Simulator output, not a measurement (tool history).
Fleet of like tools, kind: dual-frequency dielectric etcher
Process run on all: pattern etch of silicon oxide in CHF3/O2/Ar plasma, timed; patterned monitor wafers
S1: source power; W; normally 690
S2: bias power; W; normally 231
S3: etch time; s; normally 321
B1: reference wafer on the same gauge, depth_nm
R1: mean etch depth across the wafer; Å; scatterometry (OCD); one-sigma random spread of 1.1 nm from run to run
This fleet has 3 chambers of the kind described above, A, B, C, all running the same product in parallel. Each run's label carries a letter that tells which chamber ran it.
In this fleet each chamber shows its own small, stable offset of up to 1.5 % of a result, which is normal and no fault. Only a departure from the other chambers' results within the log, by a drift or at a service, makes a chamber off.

{"run": "1B", "day": 0.3, "S1": 690, "S2": 231, "S3": 321, "B1": 793.06, "R1": 7251.1}
{"run": "2A", "day": 0.446, "S1": 690, "S2": 231, "S3": 321, "B1": 793.4, "R1": 7306.2}
{"run": "3C", "day": 0.754, "S1": 690, "S2": 231, "S3": 321, "B1": 793.5, "R1": 7389.1}
{"run": "4A", "day": 1.038, "S1": 690, "S2": 231, "S3": 321, "B1": 793.83, "R1": 7288.3}
{"run": "5B", "day": 1.217, "S1": 690, "S2": 231, "S3": 321, "B1": 793.86, "R1": 7240.2}
{"run": "6C", "day": 1.433, "S1": 690, "S2": 231, "S3": 321, "B1": 793.9, "R1": 7373.9}
{"run": "7C", "day": 1.675, "S1": 690, "S2": 231, "S3": 321, "B1": 793.96, "R1": 7366.2}
{"run": "8A", "day": 1.912, "S1": 690, "S2": 266, "S3": 321, "B1": 794.1, "R1": 7670.2}
{"run": "9B", "day": 2.188, "S1": 690, "S2": 266, "S3": 321, "B1": 794.6, "R1": 7658.3}
{"run": "10C", "day": 2.429, "S1": 690, "S2": 266, "S3": 321, "B1": 794.51, "R1": 7767.1}
{"run": "11B", "day": 2.696, "S1": 690, "S2": 231, "S3": 321, "B1": 794.73, "R1": 7265.1}
{"run": "12A", "day": 2.925, "S1": 690, "S2": 231, "S3": 321, "B1": 794.94, "R1": 7320.6}
{"run": "13B", "day": 3.183, "S1": 690, "S2": 231, "S3": 321, "B1": 794.67, "R1": 7289.3}
{"run": "14C", "day": 3.329, "S1": 690, "S2": 231, "S3": 321, "B1": 795.06, "R1": 7385.2}
{"run": "15A", "day": 3.567, "S1": 690, "S2": 231, "S3": 321, "B1": 795.11, "R1": 7315.9}
{"run": "16B", "day": 3.767, "S1": 610, "S2": 231, "S3": 270, "B1": 795.35, "R1": 5856.4}
{"run": "17A", "day": 3.942, "S1": 610, "S2": 231, "S3": 270, "B1": 795.39, "R1": 5877.9}
{"run": "18C", "day": 4.142, "S1": 610, "S2": 231, "S3": 270, "B1": 795.66, "R1": 5934.4}
{"run": "19A", "day": 4.371, "S1": 690, "S2": 231, "S3": 321, "B1": 795.47, "R1": 7334.7}
{"run": "20C", "day": 4.521, "S1": 750, "S2": 231, "S3": 371, "B1": 796.01, "R1": 8808.4}
{"run": "21B", "day": 4.754, "S1": 750, "S2": 231, "S3": 371, "B1": 795.75, "R1": 8703.2}
{"run": "22A", "day": 4.904, "S1": 750, "S2": 231, "S3": 371, "B1": 795.96, "R1": 8712.5}
{"run": "23B", "day": 5.071, "S1": 690, "S2": 231, "S3": 321, "B1": 796.11, "R1": 7264.4}
{"run": "24C", "day": 5.338, "S1": 690, "S2": 231, "S3": 321, "B1": 796.3, "R1": 7396.7}
{"run": "25A", "day": 5.5, "S1": 690, "S2": 231, "S3": 321, "B1": 796.27, "R1": 7300.1}
{"day": 5.725, "done": "chamber B: source power generator calibrated"}
{"run": "26B", "day": 5.762, "S1": 690, "S2": 231, "S3": 321, "B1": 796.11, "R1": 7295.9}
{"run": "27C", "day": 6.033, "S1": 690, "S2": 231, "S3": 321, "B1": 796.72, "R1": 7405.2}
{"run": "28B", "day": 6.242, "S1": 690, "S2": 231, "S3": 321, "B1": 796.73, "R1": 7290.5}
{"run": "29C", "day": 6.508, "S1": 690, "S2": 231, "S3": 321, "B1": 796.81, "R1": 7421.7}
{"run": "30A", "day": 6.708, "S1": 690, "S2": 231, "S3": 321, "B1": 796.68, "R1": 7324.7}
{"run": "31B", "day": 7.025, "S1": 690, "S2": 231, "S3": 239, "B1": 796.7, "R1": 5425.9}
{"run": "32C", "day": 7.208, "S1": 690, "S2": 231, "S3": 239, "B1": 797.26, "R1": 5518.4}
{"run": "33A", "day": 7.362, "S1": 690, "S2": 231, "S3": 239, "B1": 797.19, "R1": 5458.2}
{"day": 7.371, "done": "chamber C: wet clean of the chamber"}
{"run": "34B", "day": 7.525, "S1": 690, "S2": 231, "S3": 321, "B1": 797.39, "R1": 7308.7}
{"run": "35A", "day": 7.7, "S1": 690, "S2": 231, "S3": 321, "B1": 797.76, "R1": 7351.4}
{"run": "36C", "day": 8.004, "S1": 690, "S2": 231, "S3": 321, "B1": 797.35, "R1": 7399}

Is one chamber out of step, is the gauge drifting, or do the chambers differ by no more than their own small offsets? For an off chamber, give its letter and the likeliest cause.

It is the gauge, not a chamber: its drift shows up in every chamber's results at once, and no chamber is off.
Most likely cause: gauge reads high (%) = 0.608.
